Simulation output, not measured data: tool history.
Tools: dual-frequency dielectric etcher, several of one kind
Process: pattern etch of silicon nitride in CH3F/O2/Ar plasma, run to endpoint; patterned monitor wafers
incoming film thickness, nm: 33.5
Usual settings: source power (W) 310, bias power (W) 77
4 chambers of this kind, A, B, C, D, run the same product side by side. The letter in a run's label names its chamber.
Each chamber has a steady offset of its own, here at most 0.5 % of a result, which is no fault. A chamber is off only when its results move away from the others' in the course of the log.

run 1A day=0.192 | source_power_(W)=310 bias_power_(W)=77 | endpoint_time_(s)=51.955
run 2B day=0.333 | source_power_(W)=310 bias_power_(W)=77 | endpoint_time_(s)=51.709
-- day=0.496 chamber D: wet clean of the chamber
run 3D day=0.558 | source_power_(W)=310 bias_power_(W)=77 | endpoint_time_(s)=52.127
run 4C day=0.696 | source_power_(W)=310 bias_power_(W)=77 | endpoint_time_(s)=51.902
run 5C day=0.833 | source_power_(W)=310 bias_power_(W)=77 | endpoint_time_(s)=51.840
run 6B day=0.946 | source_power_(W)=310 bias_power_(W)=77 | endpoint_time_(s)=51.709
run 7D day=1.154 | source_power_(W)=310 bias_power_(W)=77 | endpoint_time_(s)=52.219
run 8A day=1.279 | source_power_(W)=310 bias_power_(W)=77 | endpoint_time_(s)=51.877
run 9D day=1.408 | source_power_(W)=310 bias_power_(W)=77 | endpoint_time_(s)=52.223
run 10A day=1.512 | source_power_(W)=310 bias_power_(W)=77 | endpoint_time_(s)=52.109
run 11C day=1.729 | source_power_(W)=310 bias_power_(W)=77 | endpoint_time_(s)=52.231
run 12B day=1.946 | source_power_(W)=310 bias_power_(W)=77 | endpoint_time_(s)=52.139
run 13B day=2.058 | source_power_(W)=310 bias_power_(W)=77 | endpoint_time_(s)=51.966
-- day=2.075 chamber B: wet clean of the chamber
run 14D day=2.283 | source_power_(W)=310 bias_power_(W)=77 | endpoint_time_(s)=52.038
run 15C day=2.442 | source_power_(W)=310 bias_power_(W)=77 | endpoint_time_(s)=51.748
run 16A day=2.642 | source_power_(W)=310 bias_power_(W)=77 | endpoint_time_(s)=51.633
run 17D day=2.854 | source_power_(W)=310 bias_power_(W)=77 | endpoint_time_(s)=52.337
run 18C day=3.033 | source_power_(W)=310 bias_power_(W)=77 | endpoint_time_(s)=51.915
run 19A day=3.150 | source_power_(W)=240 bias_power_(W)=94 | endpoint_time_(s)=53.350
run 20B day=3.279 | source_power_(W)=240 bias_power_(W)=94 | endpoint_time_(s)=53.651
run 21B day=3.388 | source_power_(W)=240 bias_power_(W)=94 | endpoint_time_(s)=52.948
run 22A day=3.592 | source_power_(W)=240 bias_power_(W)=94 | endpoint_time_(s)=53.840
run 23C day=3.779 | source_power_(W)=310 bias_power_(W)=77 | endpoint_time_(s)=52.191
run 24D day=3.908 | source_power_(W)=310 bias_power_(W)=77 | endpoint_time_(s)=51.686
run 25D day=4.062 | source_power_(W)=310 bias_power_(W)=77 | endpoint_time_(s)=52.087
run 26C day=4.262 | source_power_(W)=310 bias_power_(W)=77 | endpoint_time_(s)=52.059
run 27A day=4.429 | source_power_(W)=310 bias_power_(W)=77 | endpoint_time_(s)=52.152
run 28B day=4.529 | source_power_(W)=370 bias_power_(W)=77 | endpoint_time_(s)=48.435
run 29A day=4.646 | source_power_(W)=370 bias_power_(W)=77 | endpoint_time_(s)=48.642
run 30B day=4.850 | source_power_(W)=370 bias_power_(W)=77 | endpoint_time_(s)=48.176
run 31C day=5.046 | source_power_(W)=370 bias_power_(W)=77 | endpoint_time_(s)=48.806
run 32D day=5.192 | source_power_(W)=310 bias_power_(W)=77 | endpoint_time_(s)=51.947
run 33D day=5.333 | source_power_(W)=310 bias_power_(W)=77 | endpoint_time_(s)=51.900
run 34A day=5.508 | source_power_(W)=310 bias_power_(W)=77 | endpoint_time_(s)=52.254
run 35B day=5.633 | source_power_(W)=310 bias_power_(W)=77 | endpoint_time_(s)=51.899
run 36C day=5.846 | source_power_(W)=310 bias_power_(W)=77 | endpoint_time_(s)=51.893
run 37D day=6.050 | source_power_(W)=310 bias_power_(W)=77 | endpoint_time_(s)=51.888
run 38C day=6.158 | source_power_(W)=260 bias_power_(W)=62 | endpoint_time_(s)=60.134

What goes on in this fleet: one chamber off, a drifting gauge, or nothing beyond the chambers' own small offsets? Name the chamber and the cause, if any.

No chamber stands off beyond its own small offset, and the gauge holds steady.
